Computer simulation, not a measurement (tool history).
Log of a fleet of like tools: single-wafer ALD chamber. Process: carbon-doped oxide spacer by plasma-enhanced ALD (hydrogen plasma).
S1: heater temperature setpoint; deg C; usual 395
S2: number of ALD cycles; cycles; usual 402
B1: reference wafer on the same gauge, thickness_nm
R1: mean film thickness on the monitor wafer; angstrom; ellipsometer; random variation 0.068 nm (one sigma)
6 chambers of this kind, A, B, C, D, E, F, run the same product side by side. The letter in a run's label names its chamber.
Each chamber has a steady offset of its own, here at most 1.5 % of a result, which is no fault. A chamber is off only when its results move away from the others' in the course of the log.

| run | hour | S1 | S2 | B1 | R1 |
|---|---|---|---|---|---|
| 1B | 7.0 | 395 | 402 | 17.703 | 199.69 |
| 2D | 10.9 | 395 | 402 | 17.697 | 198.84 |
| 3F | 17.0 | 395 | 402 | 17.709 | 201.75 |
| 4E | 22.3 | 395 | 402 | 17.708 | 202.41 |
| 5C | 26.6 | 395 | 402 | 17.698 | 198.99 |
| 6A | 32.1 | 395 | 402 | 17.690 | 200.69 |
| 7B | 36.5 | 395 | 402 | 17.715 | 201.01 |
| 8A | 41.2 | 395 | 402 | 17.701 | 201.39 |
| 9F | 44.9 | 395 | 402 | 17.688 | 201.08 |
| 10E | 50.3 | 395 | 402 | 17.697 | 201.14 |
| 11D | 56.2 | 395 | 402 | 17.701 | 199.02 |
| 12C | 63.7 | 395 | 402 | 17.699 | 199.73 |
| 13D | 69.0 | 395 | 402 | 17.703 | 199.52 |
| 14B | 76.1 | 395 | 402 | 17.700 | 200.45 |
| 15E | 81.1 | 402 | 402 | 17.707 | 200.38 |
| 16C | 86.4 | 402 | 402 | 17.707 | 199.07 |
| 17A | 90.3 | 402 | 402 | 17.693 | 199.14 |
| 18F | 94.1 | 402 | 402 | 17.707 | 199.40 |
| 19D | 99.3 | 402 | 402 | 17.700 | 195.15 |
| 20C | 105.6 | 402 | 402 | 17.701 | 199.21 |
| 21E | 109.0 | 395 | 402 | 17.708 | 199.99 |
| 22B | 116.2 | 395 | 475 | 17.720 | 236.54 |
| 23F | 119.9 | 395 | 475 | 17.694 | 236.14 |
| 24A | 125.9 | 395 | 475 | 17.695 | 236.23 |
| 25C | 133.5 | 395 | 475 | 17.690 | 238.09 |
| 26E | 139.3 | 395 | 475 | 17.687 | 238.19 |
| 27A | 144.4 | 395 | 475 | 17.708 | 237.85 |
| 28D | 148.7 | 395 | 402 | 17.682 | 198.35 |
| 29F | 154.3 | 395 | 402 | 17.707 | 200.26 |
| 30B | 159.1 | 395 | 402 | 17.704 | 201.62 |
| 31C | 164.9 | 395 | 402 | 17.702 | 201.67 |
| 32A | 169.7 | 395 | 402 | 17.702 | 202.56 |
| 33E | 175.2 | 395 | 402 | 17.696 | 200.91 |
| 34D | 179.4 | 395 | 402 | 17.687 | 198.50 |
| 35F | 184.8 | 395 | 402 | 17.691 | 200.99 |
| 36B | 190.9 | 395 | 362 | 17.692 | 181.04 |
| 37D | 195.6 | 395 | 362 | 17.694 | 179.66 |
| 38C | 203.1 | 395 | 362 | 17.685 | 180.90 |
| 39B | 210.6 | 395 | 362 | 17.695 | 180.05 |

What goes on in this fleet: one chamber off, a drifting gauge, or nothing beyond the chambers' own small offsets? Name the chamber and the cause, if any.

No chamber stands off beyond its own small offset, and the gauge holds steady.
